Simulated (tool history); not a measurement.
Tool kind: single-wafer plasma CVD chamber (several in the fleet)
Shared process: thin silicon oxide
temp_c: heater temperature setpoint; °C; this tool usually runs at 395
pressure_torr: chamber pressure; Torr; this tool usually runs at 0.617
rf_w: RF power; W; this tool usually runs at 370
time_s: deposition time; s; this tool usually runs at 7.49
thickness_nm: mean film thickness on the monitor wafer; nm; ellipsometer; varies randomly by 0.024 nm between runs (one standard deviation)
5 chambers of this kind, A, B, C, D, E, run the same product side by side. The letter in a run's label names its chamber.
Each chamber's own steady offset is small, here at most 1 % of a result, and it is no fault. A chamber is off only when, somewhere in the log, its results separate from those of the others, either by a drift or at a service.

run,hour,temp_c,pressure_torr,rf_w,time_s,"read-back reference wafer on the same gauge, thickness_nm",thickness_nm
1C,6.5,395,0.617,370,7.49,9.9970,11.3940
2D,12.9,395,0.617,370,7.49,9.9915,11.5090
3A,19.3,395,0.617,370,7.49,10.0000,11.5140
4E,26.8,395,0.617,370,7.49,10.0000,11.4180
5B,31.6,395,0.520,370,6.78,9.9998,8.4926
6A,37.5,395,0.520,370,6.78,10.0010,8.6518
7E,45.5,395,0.520,370,6.78,10.0010,8.5715
8B,51.2,395,0.520,370,6.78,9.9989,8.4703
9D,56.7,395,0.520,370,6.78,10.0030,8.6040
10C,63.3,395,0.617,370,7.49,9.9997,11.3870
11B,68.4,395,0.617,370,7.49,10.0000,11.3550
12A,72.2,395,0.617,370,7.49,9.9996,11.5280
13E,78.7,395,0.617,370,7.49,10.0010,11.4550
14C,86.5,395,0.617,370,7.49,9.9991,11.4370
15D,93.6,395,0.617,370,7.49,9.9987,11.5470
16A,101.0,395,0.617,370,7.49,10.0050,11.5480
17D,107.5,395,0.617,370,7.49,10.0010,11.5060
18E,114.2,395,0.617,370,7.49,10.0080,11.4280
19B,122.2,395,0.617,370,7.49,9.9997,11.2730
20C,128.7,395,0.617,370,7.49,9.9965,11.4390
21A,136.2,395,0.617,370,7.49,10.0010,11.4880
22D,143.3,395,0.617,370,7.49,10.0060,11.5550
23E,147.4,395,0.672,370,7.49,9.9988,12.5280
# hour 152.0: chamber A: capacitance manometer re-zeroed and calibrated
24C,154.4,395,0.672,370,7.49,9.9959,12.5660
25B,158.5,395,0.672,370,7.49,10.0000,12.2980
26D,164.0,395,0.672,370,7.49,9.9986,12.6660
27B,168.3,395,0.672,370,7.49,9.9970,12.2940
28C,173.9,395,0.617,370,7.49,9.9982,11.4020
29A,180.7,395,0.617,370,7.49,10.0070,11.5260
30E,187.7,395,0.617,370,7.49,9.9998,11.4260
31D,192.7,395,0.763,370,7.49,9.9979,14.3930
32A,196.3,395,0.763,370,7.49,10.0050,14.3690
33C,200.6,395,0.763,370,7.49,9.9996,14.3130
34B,206.1,395,0.763,370,7.49,9.9954,13.8880
35E,213.1,395,0.763,370,7.49,10.0000,14.3190
36C,217.8,395,0.617,415,8.37,10.0020,13.2980
37E,226.0,395,0.617,415,8.37,10.0020,13.2930
38A,230.7,395,0.617,415,8.37,9.9987,13.4030
39D,235.8,395,0.617,415,8.37,10.0060,13.4310

Each of the 5 chambers runs these same settings next. Fill in every chamber's results:
40A,241.7,395,0.617,305,7.49,,?
40B,241.7,395,0.617,305,7.49,,?
40C,241.7,395,0.617,305,7.49,,?
40D,241.7,395,0.617,305,7.49,,?
40E,241.7,395,0.617,305,7.49,,?

run,thickness_nm
40A,10.7270
40B,10.1910
40C,10.6080
40D,10.7260
40E,10.5670
